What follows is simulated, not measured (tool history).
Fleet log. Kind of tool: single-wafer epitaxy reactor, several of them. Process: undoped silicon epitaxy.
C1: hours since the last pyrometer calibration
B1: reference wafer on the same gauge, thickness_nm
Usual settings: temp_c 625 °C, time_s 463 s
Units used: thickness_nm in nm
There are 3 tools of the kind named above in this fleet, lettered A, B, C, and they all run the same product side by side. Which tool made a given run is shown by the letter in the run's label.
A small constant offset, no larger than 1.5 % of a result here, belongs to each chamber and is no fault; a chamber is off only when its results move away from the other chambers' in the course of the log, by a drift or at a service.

Run 1C, day 0.538: usual settings; C1 2081.8; B1 45.96. Result: thickness_nm 44.505 nm.
Run 2A, day 0.988: usual settings; C1 941.7; B1 45.986. Result: thickness_nm 45.021 nm.
Run 3B, day 1.346: usual settings; C1 749.4; B1 45.995. Result: thickness_nm 44.134 nm.
Run 4B, day 1.896: usual settings; C1 762.6; B1 46.034. Result: thickness_nm 43.857 nm.
Run 5C, day 2.271: usual settings; C1 2123.4; B1 45.999. Result: thickness_nm 44.042 nm.
Run 6A, day 2.729: usual settings; C1 983.5; B1 45.983. Result: thickness_nm 44.99 nm.
Run 7A, day 3.042: usual settings; C1 991; B1 46.012. Result: thickness_nm 45.175 nm.
Run 8C, day 3.288: usual settings; C1 2147.8; B1 45.986. Result: thickness_nm 44.282 nm.
Run 9B, day 3.779: usual settings; C1 807.8; B1 45.983. Result: thickness_nm 44.1 nm.
Run 10C, day 4.021: usual settings; C1 2165.4; B1 45.985. Result: thickness_nm 44.313 nm.
Run 11A, day 4.358: usual settings but temp_c 630 °C; C1 1022.6; B1 46.026. Result: thickness_nm 50.544 nm.
Run 12B, day 4.646: usual settings but temp_c 630 °C; C1 828.6; B1 45.971. Result: thickness_nm 49.249 nm.
Run 13A, day 5.092: usual settings but temp_c 630 °C; C1 1040.2; B1 45.961. Result: thickness_nm 50.282 nm.
Run 14B, day 5.571: usual settings but temp_c 637 °C; C1 850.8; B1 46.002. Result: thickness_nm 58.07 nm.
Run 15C, day 5.912: usual settings but temp_c 637 °C; C1 2210.8; B1 46.024. Result: thickness_nm 58.58 nm.
Run 16A, day 6.4: usual settings but temp_c 637 °C; C1 1071.6; B1 45.994. Result: thickness_nm 59.282 nm.
Run 17B, day 6.892: usual settings; C1 882.5; B1 45.968. Result: thickness_nm 43.7 nm.
Run 18C, day 7.208: usual settings but temp_c 631 °C, time_s 551 s; C1 2241.9; B1 45.989. Result: thickness_nm 60.542 nm.
Run 19C, day 7.683: usual settings but temp_c 631 °C, time_s 551 s; C1 2253.3; B1 45.992. Result: thickness_nm 60.723 nm.
Run 20A, day 8.233: usual settings but temp_c 631 °C, time_s 551 s; C1 1115.6; B1 46.002. Result: thickness_nm 61.427 nm.
Run 21B, day 8.546: usual settings; C1 922.2; B1 45.991. Result: thickness_nm 43.871 nm.
Run 22C, day 8.879: usual settings; C1 2282; B1 45.964. Result: thickness_nm 44.25 nm.
Run 23B, day 9.133: usual settings; C1 936.3; B1 46.066. Result: thickness_nm 44.085 nm.
Run 24A, day 9.562: usual settings; C1 1147.5; B1 45.984. Result: thickness_nm 45.597 nm.
Run 25B, day 9.838: usual settings; C1 953.2; B1 46.044. Result: thickness_nm 44.128 nm.
Run 26A, day 10.367: usual settings; C1 1166.8; B1 46.003. Result: thickness_nm 45.48 nm.
Run 27C, day 10.821: usual settings but temp_c 633 °C, time_s 536 s; C1 2328.6; B1 46.002. Result: thickness_nm 61.801 nm.
Run 28B, day 11.112: usual settings but temp_c 633 °C, time_s 536 s; C1 983.8; B1 46.011. Result: thickness_nm 61.255 nm.
Run 29A, day 11.379: usual settings but temp_c 633 °C, time_s 536 s; C1 1191.1; B1 45.988. Result: thickness_nm 62.841 nm.
Run 30C, day 11.625: usual settings; C1 2347.9; B1 46.004. Result: thickness_nm 44.425 nm.
Run 31B, day 12.058: usual settings; C1 1006.5; B1 45.997. Result: thickness_nm 44.061 nm.
Run 32C, day 12.512: usual settings; C1 2369.2; B1 45.961. Result: thickness_nm 44.464 nm.
Run 33A, day 12.896: usual settings; C1 1227.5; B1 46.019. Result: thickness_nm 45.48 nm.
Run 34C, day 13.158: usual settings; C1 2384.7; B1 46.001. Result: thickness_nm 44.34 nm.
Run 35B, day 13.571: usual settings; C1 1042.8; B1 45.929. Result: thickness_nm 44.04 nm.
Run 36A, day 13.938: usual settings but time_s 493 s; C1 1252.5; B1 45.968. Result: thickness_nm 48.898 nm.
Run 37A, day 14.3: usual settings but time_s 493 s; C1 1261.2; B1 45.999. Result: thickness_nm 49.088 nm.
Run 38C, day 14.7: usual settings but time_s 493 s; C1 2421.7; B1 45.976. Result: thickness_nm 47.397 nm.

Each of the 3 chambers runs these same settings next. Fill in every chamber's results:
Run 39A, day 15.1: usual settings but temp_c 637 °C. Result: thickness_nm ?.
Run 39B, day 15.1: usual settings but temp_c 637 °C. Result: thickness_nm ?.
Run 39C, day 15.1: usual settings but temp_c 637 °C. Result: thickness_nm ?.

run  thickness_nm
39A        59.823
39B         57.73
39C         58.38

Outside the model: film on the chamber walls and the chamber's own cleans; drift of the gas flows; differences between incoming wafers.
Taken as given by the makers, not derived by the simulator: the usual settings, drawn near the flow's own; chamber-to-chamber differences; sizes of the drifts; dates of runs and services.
